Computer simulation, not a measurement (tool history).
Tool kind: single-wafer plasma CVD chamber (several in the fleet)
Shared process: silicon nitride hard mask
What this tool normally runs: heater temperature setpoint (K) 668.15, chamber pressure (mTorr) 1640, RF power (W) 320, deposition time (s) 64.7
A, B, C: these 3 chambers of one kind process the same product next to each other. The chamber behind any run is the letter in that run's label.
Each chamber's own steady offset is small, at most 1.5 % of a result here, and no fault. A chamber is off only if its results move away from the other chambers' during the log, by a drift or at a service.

run  hour  heater temperature setpoint (K)  chamber pressure (mTorr)  RF power (W)  deposition time (s)  read-back reference wafer on the same gauge, thickness_nm  mean film thickness on the monitor wafer (angstrom)
 1B     4                           668.15                      1640           320                 64.7                                                     87.518                                               794.47
 2A   7.5                           668.15                      1640           320                 64.7                                                     87.503                                               783.62
 3C  11.2                           668.15                      1640           320                 64.7                                                     87.479                                                783.1
 4A  14.7                           668.15                      1640           320                 64.7                                                      87.52                                               788.14
 5C  17.7                           668.15                      1640           320                 64.7                                                     87.524                                               776.53
 6B  20.4                           668.15                      1640           320                 64.7                                                      87.45                                               787.14
 7B  23.4                           656.15                      1640           320                 64.7                                                     87.468                                               794.37
 8C    26                           656.15                      1640           320                 64.7                                                     87.501                                                782.2
 9A  28.1                           656.15                      1640           320                 64.7                                                     87.465                                                792.5
10B  32.5                           668.15                      1640           320                 64.7                                                     87.479                                               792.07
     33.2  -- chamber B: capacitance manometer re-zeroed and calibrated
11A  34.9                           668.15                      1640           320                 64.7                                                     87.441                                               785.66
12C  38.8                           668.15                      1640           320                 64.7                                                     87.584                                               776.66
13C  41.7                           668.15                      1640           320                 64.7                                                     87.531                                               778.45
14A  45.1                           668.15                      1640           320                 64.7                                                     87.481                                               788.18
15B  48.8                           668.15                      1640           320                 64.7                                                     87.525                                               808.35
16A  52.7                           668.15                      1640           320                 64.7                                                     87.575                                               783.31
17B  56.5                           668.15                      1640           320                 64.7                                                     87.494                                               807.59
18C  59.3                           668.15                      1640           320                 64.7                                                     87.537                                               778.46
19B  63.6                           668.15                      1640           290                 73.9                                                     87.522                                               865.41
20C  66.7                           668.15                      1640           290                 73.9                                                       87.5                                               836.94

All 3 chambers run these settings next. Forecast each chamber's results:
21A  70.1                           668.15                      1640           320                 64.7                                                                                                               ?
21B  70.1                           668.15                      1640           320                 64.7                                                                                                               ?
21C  70.1                           668.15                      1640           320                 64.7                                                                                                               ?

run  mean film thickness on the monitor wafer (angstrom)
21A                                               787.37
21B                                               806.44
21C                                                780.1

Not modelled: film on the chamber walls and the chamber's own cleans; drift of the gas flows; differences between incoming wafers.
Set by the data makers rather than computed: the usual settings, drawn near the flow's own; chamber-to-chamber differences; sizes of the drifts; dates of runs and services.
